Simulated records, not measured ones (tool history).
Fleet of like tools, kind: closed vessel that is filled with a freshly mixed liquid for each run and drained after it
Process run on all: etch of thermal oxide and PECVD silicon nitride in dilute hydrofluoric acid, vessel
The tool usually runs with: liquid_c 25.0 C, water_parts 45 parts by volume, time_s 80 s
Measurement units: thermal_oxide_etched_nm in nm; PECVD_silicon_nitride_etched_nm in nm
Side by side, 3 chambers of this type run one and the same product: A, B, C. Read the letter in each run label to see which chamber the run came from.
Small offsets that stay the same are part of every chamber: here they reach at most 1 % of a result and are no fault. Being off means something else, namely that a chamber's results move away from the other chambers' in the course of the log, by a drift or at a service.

| run | day | liquid_c | water_parts | time_s | hours since the thermometer was replaced | hours since the hydrofluoric acid flow meter was replaced | read-back film thickness of the thermal oxide reference wafer, read on the same gauge (nm) | read-back film thickness of the PECVD silicon nitride reference wafer, read on the same gauge (nm) | thermal_oxide_etched_nm | PECVD_silicon_nitride_etched_nm |
|---|---|---|---|---|---|---|---|---|---|---|
| 1A | 0.233 | 25.0 | 45 | 80 | 1172.2 | 254.1 | 79.985 | 99.984 | 9.8521 | 9.0045 |
| 2C | 0.525 | 25.0 | 45 | 80 | 166.4 | 155.0 | 79.984 | 100.010 | 9.8217 | 8.8682 |
| 3B | 0.829 | 25.0 | 45 | 80 | 160.4 | 368.1 | 80.012 | 100.010 | 9.7950 | 8.8769 |
| 4A | 1.050 | 25.0 | 45 | 80 | 1191.8 | 273.7 | 79.962 | 100.000 | 9.7514 | 8.8952 |
| 5B | 1.325 | 25.0 | 45 | 80 | 172.3 | 380.0 | 80.022 | 100.020 | 9.7648 | 8.8587 |
| 6C | 1.542 | 29.0 | 45 | 105 | 190.8 | 179.4 | 80.032 | 99.984 | 15.4060 | 15.1790 |
| 7A | 1.858 | 29.0 | 45 | 105 | 1211.2 | 293.1 | 80.047 | 100.030 | 15.2090 | 15.3390 |
| 8B | 2.300 | 29.0 | 45 | 105 | 195.7 | 403.4 | 80.064 | 100.030 | 14.9460 | 15.1840 |
| 9C | 2.567 | 25.0 | 45 | 80 | 215.4 | 204.0 | 80.047 | 100.000 | 9.7770 | 8.9201 |
| 10B | 2.871 | 21.5 | 25 | 80 | 209.4 | 417.1 | 79.991 | 100.000 | 15.6330 | 12.4320 |
| 11A | 3.225 | 21.5 | 25 | 80 | 1244.0 | 325.9 | 79.991 | 100.050 | 15.4520 | 12.4340 |
| 12C | 3.600 | 21.5 | 25 | 80 | 240.2 | 228.8 | 79.970 | 99.978 | 15.9580 | 12.5170 |
| 13C | 3.800 | 25.0 | 45 | 55 | 245.0 | 233.6 | 80.019 | 99.997 | 6.7299 | 6.1655 |
| 14A | 4.183 | 25.0 | 45 | 55 | 1267.0 | 348.9 | 79.993 | 100.000 | 6.7812 | 6.2130 |
| 15B | 4.425 | 25.0 | 45 | 55 | 246.7 | 454.4 | 79.993 | 99.987 | 6.6298 | 6.1178 |
| 16B | 4.667 | 25.0 | 45 | 80 | 252.5 | 460.2 | 80.044 | 100.000 | 9.6968 | 8.9354 |
| 17A | 4.942 | 25.0 | 45 | 80 | 1285.2 | 367.1 | 79.994 | 99.978 | 9.8431 | 8.9920 |
| 18C | 5.250 | 25.0 | 45 | 80 | 279.8 | 268.4 | 80.010 | 99.981 | 9.8158 | 8.8320 |
| 19B | 5.575 | 25.0 | 45 | 80 | 274.3 | 482.0 | 79.986 | 100.040 | 9.7560 | 8.9212 |
| 20A | 5.829 | 21.0 | 60 | 80 | 1306.5 | 388.4 | 80.036 | 100.030 | 6.0913 | 5.1278 |
| 21C | 6.212 | 21.0 | 60 | 80 | 302.9 | 291.5 | 79.999 | 99.952 | 6.1238 | 5.0901 |
| 22A | 6.488 | 21.0 | 60 | 80 | 1322.3 | 404.2 | 79.948 | 100.000 | 6.1211 | 5.0901 |
| 23C | 6.750 | 25.0 | 45 | 80 | 315.8 | 304.4 | 80.005 | 100.000 | 9.9280 | 8.8428 |
| 24B | 7.004 | 25.0 | 45 | 80 | 308.6 | 516.3 | 80.033 | 100.020 | 9.7645 | 8.9115 |
| 25C | 7.262 | 25.0 | 45 | 80 | 328.1 | 316.7 | 79.996 | 99.986 | 9.9911 | 8.8075 |
| 26B | 7.488 | 25.0 | 45 | 80 | 320.2 | 527.9 | 79.965 | 99.993 | 9.7594 | 8.9518 |
| 27A | 7.688 | 25.0 | 45 | 80 | 1351.1 | 433.0 | 80.000 | 99.999 | 9.6975 | 8.8277 |
| 28B | 8.054 | 25.0 | 45 | 80 | 333.8 | 541.5 | 80.030 | 100.000 | 9.8080 | 8.9541 |
| 29A | 8.258 | 25.0 | 45 | 80 | 1364.8 | 446.7 | 80.017 | 99.988 | 9.7159 | 8.6470 |
| 30C | 8.521 | 25.0 | 35 | 55 | 358.3 | 346.9 | 79.999 | 99.989 | 8.8754 | 7.8414 |
| 31C | 8.771 | 25.0 | 35 | 55 | 364.3 | 352.9 | 80.065 | 99.997 | 8.8799 | 7.8021 |
| 32B | 9.021 | 25.0 | 35 | 55 | 357.0 | 564.7 | 80.043 | 99.982 | 8.8500 | 7.8835 |
| 33A | 9.362 | 29.5 | 45 | 45 | 1391.3 | 473.2 | 80.000 | 100.000 | 6.4643 | 6.6200 |
| 34A | 9.733 | 29.5 | 45 | 45 | 1400.2 | 482.1 | 79.960 | 99.986 | 6.4318 | 6.5858 |
| 35C | 10.088 | 29.5 | 45 | 45 | 395.9 | 384.5 | 80.002 | 100.010 | 6.5794 | 6.7189 |
| 36B | 10.296 | 25.0 | 45 | 80 | 387.6 | 595.3 | 80.026 | 99.984 | 9.6629 | 8.9727 |
| 37C | 10.662 | 25.0 | 45 | 80 | 409.7 | 398.3 | 80.005 | 100.030 | 9.8616 | 8.8831 |
| 38A | 11.046 | 28.0 | 45 | 125 | 1431.7 | 513.6 | 80.053 | 99.995 | 16.6080 | 16.3340 |
| 39B | 11.408 | 28.0 | 45 | 125 | 414.3 | 622.0 | 79.982 | 99.968 | 16.9560 | 17.0460 |
| 40B | 11.729 | 28.0 | 45 | 125 | 422.0 | 629.7 | 80.039 | 99.954 | 17.0590 | 16.9380 |
| 41C | 12.092 | 25.0 | 45 | 80 | 444.0 | 432.6 | 79.987 | 100.010 | 9.8599 | 8.8748 |
| 42A | 12.296 | 25.0 | 45 | 80 | 1461.7 | 543.6 | 79.992 | 99.975 | 9.3554 | 8.3568 |

One chamber off, gauge drift, or nothing amiss beyond the chambers' own small offsets? If it is a chamber, which one, and what is the likeliest cause?

Chamber A drifts away from the others.
Most likely cause: liquid colder than its thermometer reads (K) = 1.14.

Below are 4 candidate recipes for chamber A's next run, each the usual settings with a change, their results shown as question marks. Which of them brings A's results back in line with what the other chambers give on the usual settings?
In line means no further than this from the other chambers' mean on the usual settings: thermal_oxide_etched_nm 0.2400 nm; PECVD_silicon_nitride_etched_nm 0.1900 nm
| 43A-1 | 12.621 | 24.5 | 45 | 80 |  |  |  |  | ? | ? |
| 43A-2 | 12.621 | 26.0 | 45 | 80 |  |  |  |  | ? | ? |
| 43A-3 | 12.621 | 25.5 | 45 | 80 |  |  |  |  | ? | ? |
| 43A-4 | 12.621 | 24.0 | 45 | 80 |  |  |  |  | ? | ? |

Other chambers, usual settings, mean: thermal_oxide_etched_nm 9.7750 nm; PECVD_silicon_nitride_etched_nm 8.8876 nm
| run | thermal_oxide_etched_nm | PECVD_silicon_nitride_etched_nm |
|---|---|---|
| 43A-1 | 9.2420 | 8.0525 |
| 43A-2 | 9.8406 | 8.9233 |
| 43A-3 | 9.6363 | 8.6222 |
| 43A-4 | 9.0479 | 7.7778 |
43A-2 puts the chamber back in line with the other chambers.

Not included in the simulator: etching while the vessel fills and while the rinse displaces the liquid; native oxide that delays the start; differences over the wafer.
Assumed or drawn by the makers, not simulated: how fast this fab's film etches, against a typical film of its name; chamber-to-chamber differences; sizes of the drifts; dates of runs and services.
